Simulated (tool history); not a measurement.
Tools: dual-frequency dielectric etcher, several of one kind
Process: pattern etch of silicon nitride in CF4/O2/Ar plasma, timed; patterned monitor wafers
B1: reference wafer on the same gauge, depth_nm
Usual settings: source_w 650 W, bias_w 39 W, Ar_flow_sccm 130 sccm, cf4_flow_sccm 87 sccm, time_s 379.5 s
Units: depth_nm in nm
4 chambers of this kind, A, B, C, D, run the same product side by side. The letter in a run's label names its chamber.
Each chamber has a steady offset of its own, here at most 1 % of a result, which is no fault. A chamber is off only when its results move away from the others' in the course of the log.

{"run": "1B", "hour": 4.0, "source_w": 650, "bias_w": 39, "Ar_flow_sccm": 130, "cf4_flow_sccm": 87, "time_s": 379.5, "B1": 819.9, "depth_nm": 782.38}
{"run": "2A", "hour": 7.6, "source_w": 650, "bias_w": 39, "Ar_flow_sccm": 130, "cf4_flow_sccm": 87, "time_s": 379.5, "B1": 820.23, "depth_nm": 775.28}
{"run": "3C", "hour": 12.3, "source_w": 650, "bias_w": 39, "Ar_flow_sccm": 130, "cf4_flow_sccm": 87, "time_s": 379.5, "B1": 819.55, "depth_nm": 781.67}
{"run": "4D", "hour": 16.7, "source_w": 650, "bias_w": 39, "Ar_flow_sccm": 130, "cf4_flow_sccm": 87, "time_s": 379.5, "B1": 820.12, "depth_nm": 788.73}
{"run": "5B", "hour": 20.9, "source_w": 650, "bias_w": 39, "Ar_flow_sccm": 130, "cf4_flow_sccm": 87, "time_s": 379.5, "B1": 820.47, "depth_nm": 783.1}
{"run": "6D", "hour": 24.1, "source_w": 650, "bias_w": 39, "Ar_flow_sccm": 130, "cf4_flow_sccm": 87, "time_s": 379.5, "B1": 819.96, "depth_nm": 786.77}
{"run": "7A", "hour": 27.0, "source_w": 650, "bias_w": 39, "Ar_flow_sccm": 130, "cf4_flow_sccm": 87, "time_s": 379.5, "B1": 819.9, "depth_nm": 778.07}
{"run": "8C", "hour": 29.3, "source_w": 650, "bias_w": 39, "Ar_flow_sccm": 130, "cf4_flow_sccm": 87, "time_s": 379.5, "B1": 820.56, "depth_nm": 782.96}
{"run": "9C", "hour": 34.1, "source_w": 650, "bias_w": 30, "Ar_flow_sccm": 130, "cf4_flow_sccm": 87, "time_s": 379.5, "B1": 820.31, "depth_nm": 713.48}
{"run": "10D", "hour": 37.0, "source_w": 650, "bias_w": 30, "Ar_flow_sccm": 130, "cf4_flow_sccm": 87, "time_s": 379.5, "B1": 820.03, "depth_nm": 712.01}
{"hour": 41.5, "done": "chamber D: bias power generator calibrated"}
{"run": "11A", "hour": 41.8, "source_w": 650, "bias_w": 30, "Ar_flow_sccm": 130, "cf4_flow_sccm": 87, "time_s": 379.5, "B1": 820.33, "depth_nm": 707.12}
{"run": "12B", "hour": 44.4, "source_w": 650, "bias_w": 30, "Ar_flow_sccm": 130, "cf4_flow_sccm": 87, "time_s": 379.5, "B1": 820.06, "depth_nm": 712.62}
{"run": "13B", "hour": 48.3, "source_w": 730, "bias_w": 39, "Ar_flow_sccm": 150, "cf4_flow_sccm": 87, "time_s": 379.5, "B1": 819.59, "depth_nm": 842.68}
{"run": "14D", "hour": 51.6, "source_w": 730, "bias_w": 39, "Ar_flow_sccm": 150, "cf4_flow_sccm": 87, "time_s": 379.5, "B1": 820.38, "depth_nm": 849.23}
{"hour": 54.2, "done": "chamber C: wet clean of the chamber"}
{"run": "15A", "hour": 54.3, "source_w": 730, "bias_w": 39, "Ar_flow_sccm": 150, "cf4_flow_sccm": 87, "time_s": 379.5, "B1": 819.56, "depth_nm": 837.5}
{"run": "16C", "hour": 56.5, "source_w": 730, "bias_w": 39, "Ar_flow_sccm": 150, "cf4_flow_sccm": 87, "time_s": 379.5, "B1": 820.09, "depth_nm": 882.66}
{"run": "17B", "hour": 58.9, "source_w": 650, "bias_w": 39, "Ar_flow_sccm": 130, "cf4_flow_sccm": 87, "time_s": 379.5, "B1": 819.93, "depth_nm": 782.75}
{"run": "18A", "hour": 61.5, "source_w": 650, "bias_w": 39, "Ar_flow_sccm": 130, "cf4_flow_sccm": 87, "time_s": 379.5, "B1": 820.49, "depth_nm": 777.55}
{"run": "19D", "hour": 64.3, "source_w": 650, "bias_w": 39, "Ar_flow_sccm": 130, "cf4_flow_sccm": 87, "time_s": 379.5, "B1": 820.55, "depth_nm": 789.13}
{"run": "20C", "hour": 68.9, "source_w": 650, "bias_w": 39, "Ar_flow_sccm": 130, "cf4_flow_sccm": 87, "time_s": 379.5, "B1": 820.07, "depth_nm": 819.87}
{"run": "21B", "hour": 71.6, "source_w": 650, "bias_w": 39, "Ar_flow_sccm": 130, "cf4_flow_sccm": 80, "time_s": 446.0, "B1": 819.87, "depth_nm": 901.37}
{"run": "22D", "hour": 75.2, "source_w": 650, "bias_w": 39, "Ar_flow_sccm": 130, "cf4_flow_sccm": 80, "time_s": 446.0, "B1": 819.44, "depth_nm": 911.53}
{"run": "23A", "hour": 77.4, "source_w": 650, "bias_w": 39, "Ar_flow_sccm": 130, "cf4_flow_sccm": 80, "time_s": 446.0, "B1": 819.44, "depth_nm": 899.44}
{"run": "24C", "hour": 80.4, "source_w": 650, "bias_w": 39, "Ar_flow_sccm": 130, "cf4_flow_sccm": 80, "time_s": 446.0, "B1": 820.13, "depth_nm": 948.15}
{"run": "25A", "hour": 85.1, "source_w": 650, "bias_w": 39, "Ar_flow_sccm": 130, "cf4_flow_sccm": 87, "time_s": 379.5, "B1": 820.44, "depth_nm": 778.83}
{"run": "26B", "hour": 89.5, "source_w": 650, "bias_w": 39, "Ar_flow_sccm": 130, "cf4_flow_sccm": 87, "time_s": 379.5, "B1": 820.59, "depth_nm": 786.03}
{"run": "27C", "hour": 92.7, "source_w": 650, "bias_w": 39, "Ar_flow_sccm": 130, "cf4_flow_sccm": 87, "time_s": 379.5, "B1": 820.18, "depth_nm": 818.6}
{"hour": 93.6, "done": "chamber C: CF4 flow controller replaced"}
{"run": "28D", "hour": 96.2, "source_w": 650, "bias_w": 39, "Ar_flow_sccm": 140, "cf4_flow_sccm": 72, "time_s": 379.5, "B1": 820.08, "depth_nm": 751.4}
{"run": "29A", "hour": 99.6, "source_w": 650, "bias_w": 39, "Ar_flow_sccm": 140, "cf4_flow_sccm": 72, "time_s": 379.5, "B1": 820.42, "depth_nm": 747.38}
{"run": "30C", "hour": 102.9, "source_w": 650, "bias_w": 39, "Ar_flow_sccm": 140, "cf4_flow_sccm": 72, "time_s": 379.5, "B1": 819.96, "depth_nm": 790.01}
{"run": "31B", "hour": 106.1, "source_w": 650, "bias_w": 39, "Ar_flow_sccm": 140, "cf4_flow_sccm": 72, "time_s": 379.5, "B1": 820.54, "depth_nm": 754.97}
{"run": "32D", "hour": 109.9, "source_w": 650, "bias_w": 39, "Ar_flow_sccm": 130, "cf4_flow_sccm": 87, "time_s": 379.5, "B1": 819.63, "depth_nm": 781.64}
{"run": "33C", "hour": 112.8, "source_w": 650, "bias_w": 39, "Ar_flow_sccm": 130, "cf4_flow_sccm": 87, "time_s": 379.5, "B1": 819.86, "depth_nm": 822.64}
{"run": "34D", "hour": 117.5, "source_w": 650, "bias_w": 39, "Ar_flow_sccm": 130, "cf4_flow_sccm": 87, "time_s": 379.5, "B1": 819.89, "depth_nm": 786.73}
{"run": "35B", "hour": 122.6, "source_w": 650, "bias_w": 39, "Ar_flow_sccm": 130, "cf4_flow_sccm": 87, "time_s": 379.5, "B1": 819.35, "depth_nm": 780.35}

All 4 chambers run these settings next. Forecast each chamber's results:
{"run": "36A", "hour": 126.2, "source_w": 650, "bias_w": 39, "Ar_flow_sccm": 130, "cf4_flow_sccm": 87, "time_s": 379.5, "depth_nm": "?"}
{"run": "36B", "hour": 126.2, "source_w": 650, "bias_w": 39, "Ar_flow_sccm": 130, "cf4_flow_sccm": 87, "time_s": 379.5, "depth_nm": "?"}
{"run": "36C", "hour": 126.2, "source_w": 650, "bias_w": 39, "Ar_flow_sccm": 130, "cf4_flow_sccm": 87, "time_s": 379.5, "depth_nm": "?"}
{"run": "36D", "hour": 126.2, "source_w": 650, "bias_w": 39, "Ar_flow_sccm": 130, "cf4_flow_sccm": 87, "time_s": 379.5, "depth_nm": "?"}

run=36A depth_nm=776.11
run=36B depth_nm=783.96
run=36C depth_nm=826.21
run=36D depth_nm=786.59
